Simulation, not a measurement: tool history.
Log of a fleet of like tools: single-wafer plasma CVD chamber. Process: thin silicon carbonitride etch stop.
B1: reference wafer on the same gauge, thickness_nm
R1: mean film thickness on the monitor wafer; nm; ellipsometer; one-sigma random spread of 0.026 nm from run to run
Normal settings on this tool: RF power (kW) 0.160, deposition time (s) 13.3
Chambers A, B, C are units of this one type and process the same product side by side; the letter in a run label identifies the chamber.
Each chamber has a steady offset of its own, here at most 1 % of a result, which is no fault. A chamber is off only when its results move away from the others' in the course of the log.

Run 1C, hour 14.0: usual settings; B1 7.3338. Result: R1 7.0781 nm.
Run 2B, hour 21.5: usual settings; B1 7.3256. Result: R1 7.0367 nm.
Run 3A, hour 32.0: usual settings; B1 7.3268. Result: R1 6.9987 nm.
Run 4B, hour 41.3: usual settings; B1 7.3241. Result: R1 7.0438 nm.
Run 5A, hour 50.9: usual settings; B1 7.3303. Result: R1 7.0409 nm.
Run 6C, hour 62.1: usual settings; B1 7.3263. Result: R1 7.0591 nm.
Run 7C, hour 70.2: usual settings; B1 7.3320. Result: R1 7.0945 nm.
Run 8A, hour 81.8: usual settings; B1 7.3214. Result: R1 7.0081 nm.
Run 9B, hour 92.4: usual settings; B1 7.3314. Result: R1 7.0280 nm.
Run 10A, hour 98.8: usual settings; B1 7.3249. Result: R1 7.0346 nm.
Run 11C, hour 107.5: usual settings but deposition time (s) 14.9; B1 7.3319. Result: R1 7.9217 nm.
Run 12B, hour 120.4: usual settings but deposition time (s) 14.9; B1 7.3228. Result: R1 7.8709 nm.
Run 13A, hour 127.6: usual settings but deposition time (s) 14.9; B1 7.3309. Result: R1 7.8709 nm.
Run 14C, hour 136.7: usual settings; B1 7.3344. Result: R1 7.0902 nm.
Run 15B, hour 148.5: usual settings but RF power (kW) 0.150; B1 7.3329. Result: R1 6.8565 nm.
Run 16B, hour 161.2: usual settings but RF power (kW) 0.150; B1 7.3234. Result: R1 6.8920 nm.
Run 17A, hour 175.1: usual settings but RF power (kW) 0.150; B1 7.3288. Result: R1 6.8734 nm.
Run 18C, hour 186.1: usual settings; B1 7.3346. Result: R1 7.0858 nm.
Run 19C, hour 195.5: usual settings but RF power (kW) 0.135; B1 7.3348. Result: R1 6.7701 nm.
Run 20B, hour 205.8: usual settings but RF power (kW) 0.135; B1 7.3305. Result: R1 6.6955 nm.
Run 21A, hour 217.3: usual settings but RF power (kW) 0.135; B1 7.3278. Result: R1 6.6575 nm.
Run 22B, hour 224.6: usual settings; B1 7.3356. Result: R1 7.0418 nm.
Run 23C, hour 233.4: usual settings; B1 7.3326. Result: R1 7.0962 nm.
Run 24A, hour 246.7: usual settings but deposition time (s) 12.1; B1 7.3265. Result: R1 6.4133 nm.
Run 25A, hour 256.5: usual settings but deposition time (s) 12.1; B1 7.3318. Result: R1 6.3638 nm.
Run 26B, hour 267.0: usual settings but deposition time (s) 12.1; B1 7.3331. Result: R1 6.3765 nm.
Run 27C, hour 274.0: usual settings; B1 7.3275. Result: R1 7.1140 nm.
Run 28C, hour 282.9: usual settings; B1 7.3329. Result: R1 7.0828 nm.
Run 29A, hour 296.3: usual settings; B1 7.3371. Result: R1 6.9815 nm.
Run 30B, hour 304.8: usual settings; B1 7.3323. Result: R1 7.0229 nm.
Run 31A, hour 317.7: usual settings; B1 7.3310. Result: R1 7.0269 nm.
Run 32B, hour 329.9: usual settings; B1 7.3268. Result: R1 7.0222 nm.
Run 33C, hour 340.3: usual settings; B1 7.3317. Result: R1 7.0665 nm.
Run 34B, hour 348.9: usual settings but RF power (kW) 0.145, deposition time (s) 11.4; B1 7.3377. Result: R1 5.8359 nm.
Run 35C, hour 355.7: usual settings but RF power (kW) 0.145, deposition time (s) 11.4; B1 7.3278. Result: R1 5.8579 nm.
Run 36A, hour 364.0: usual settings but RF power (kW) 0.145, deposition time (s) 11.4; B1 7.3353. Result: R1 5.8706 nm.
Run 37C, hour 370.1: usual settings; B1 7.3222. Result: R1 7.0925 nm.
Run 38A, hour 380.3: usual settings; B1 7.3307. Result: R1 7.0094 nm.

All 3 chambers run these settings next. Forecast each chamber's results:
Run 39A, hour 390.3: usual settings but RF power (kW) 0.145. Result: R1 ?.
Run 39B, hour 390.3: usual settings but RF power (kW) 0.145. Result: R1 ?.
Run 39C, hour 390.3: usual settings but RF power (kW) 0.145. Result: R1 ?.

run      R1
39A  6.7982
39B  6.8021
39C  6.8822
